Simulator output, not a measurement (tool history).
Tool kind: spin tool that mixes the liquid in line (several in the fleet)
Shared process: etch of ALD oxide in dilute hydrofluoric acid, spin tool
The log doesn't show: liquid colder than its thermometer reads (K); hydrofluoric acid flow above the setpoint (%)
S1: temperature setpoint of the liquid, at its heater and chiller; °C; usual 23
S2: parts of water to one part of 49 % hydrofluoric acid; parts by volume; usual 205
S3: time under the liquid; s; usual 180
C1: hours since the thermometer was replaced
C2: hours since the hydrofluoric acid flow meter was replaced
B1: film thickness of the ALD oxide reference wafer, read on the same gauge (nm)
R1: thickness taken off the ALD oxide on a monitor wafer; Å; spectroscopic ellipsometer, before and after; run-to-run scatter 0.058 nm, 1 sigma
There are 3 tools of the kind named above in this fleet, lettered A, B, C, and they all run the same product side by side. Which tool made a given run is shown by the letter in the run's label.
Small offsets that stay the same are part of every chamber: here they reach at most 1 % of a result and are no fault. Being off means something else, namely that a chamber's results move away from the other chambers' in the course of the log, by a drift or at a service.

| run | hour | S1 | S2 | S3 | C1 | C2 | B1 | R1 |
|---|---|---|---|---|---|---|---|---|
| 1A | 4.6 | 23 | 205 | 180 | 460.3 | 640.3 | 50.008 | 82.783 |
| 2C | 9.0 | 23 | 205 | 180 | 946.4 | 83.8 | 50.001 | 84.596 |
| 3B | 14.9 | 23 | 205 | 180 | 378.6 | 533.7 | 49.985 | 83.951 |
| 4A | 23.5 | 23 | 205 | 180 | 479.2 | 659.2 | 49.996 | 82.349 |
| 5B | 30.0 | 23 | 205 | 180 | 393.7 | 548.8 | 50.020 | 83.557 |
| 6C | 39.3 | 23 | 205 | 180 | 976.7 | 114.1 | 50.001 | 83.882 |
| 7B | 47.3 | 23 | 160 | 250 | 411.0 | 566.1 | 50.004 | 155.450 |
| 8C | 54.4 | 23 | 160 | 250 | 991.8 | 129.2 | 49.999 | 155.600 |
| 9A | 61.6 | 23 | 160 | 250 | 517.3 | 697.3 | 50.039 | 155.670 |
| 10C | 69.1 | 23 | 205 | 180 | 1006.5 | 143.9 | 50.047 | 83.469 |
| 11B | 74.1 | 19 | 205 | 240 | 437.8 | 592.9 | 50.011 | 95.240 |
| 12A | 83.0 | 19 | 205 | 240 | 538.7 | 718.7 | 50.059 | 93.820 |
| 13A | 91.4 | 19 | 205 | 240 | 547.1 | 727.1 | 49.984 | 94.141 |
| 14B | 95.9 | 23 | 205 | 180 | 459.6 | 614.7 | 50.045 | 83.488 |
| 15C | 102.7 | 23 | 205 | 180 | 1040.1 | 177.5 | 49.971 | 83.589 |
| 16A | 106.9 | 23 | 205 | 180 | 562.6 | 742.6 | 50.032 | 82.164 |
| 17B | 111.2 | 23 | 205 | 180 | 474.9 | 630.0 | 49.999 | 82.386 |
| 18C | 116.1 | 23 | 205 | 180 | 1053.5 | 190.9 | 49.976 | 84.241 |
|  | 118.7 | chamber B: hydrofluoric acid flow meter replaced |
| 19B | 124.2 | 23 | 205 | 180 | 487.9 | 5.5 | 50.040 | 82.866 |
| 20A | 130.1 | 23 | 160 | 245 | 585.8 | 765.8 | 50.031 | 152.760 |
| 21C | 136.5 | 23 | 160 | 245 | 1073.9 | 211.3 | 50.012 | 152.840 |
| 22C | 145.9 | 23 | 160 | 245 | 1083.3 | 220.7 | 50.076 | 152.510 |
| 23A | 153.6 | 23 | 205 | 180 | 609.3 | 789.3 | 50.017 | 82.870 |
| 24B | 161.7 | 23 | 205 | 180 | 525.4 | 43.0 | 50.037 | 83.745 |
| 25C | 168.1 | 23 | 205 | 180 | 1105.5 | 242.9 | 49.924 | 83.042 |
| 26A | 176.7 | 23 | 205 | 180 | 632.4 | 812.4 | 49.959 | 81.841 |
| 27B | 185.7 | 23 | 205 | 180 | 549.4 | 67.0 | 49.989 | 83.663 |
| 28A | 193.3 | 23 | 205 | 180 | 649.0 | 829.0 | 50.004 | 82.964 |
| 29B | 200.7 | 23 | 205 | 180 | 564.4 | 82.0 | 50.002 | 83.205 |

All 3 chambers run these settings next. Forecast each chamber's results:
| 30A | 207.6 | 23 | 205 | 230 |  |  |  | ? |
| 30B | 207.6 | 23 | 205 | 230 |  |  |  | ? |
| 30C | 207.6 | 23 | 205 | 230 |  |  |  | ? |

| run | R1 |
|---|---|
| 30A | 106.740 |
| 30B | 106.880 |
| 30C | 104.920 |
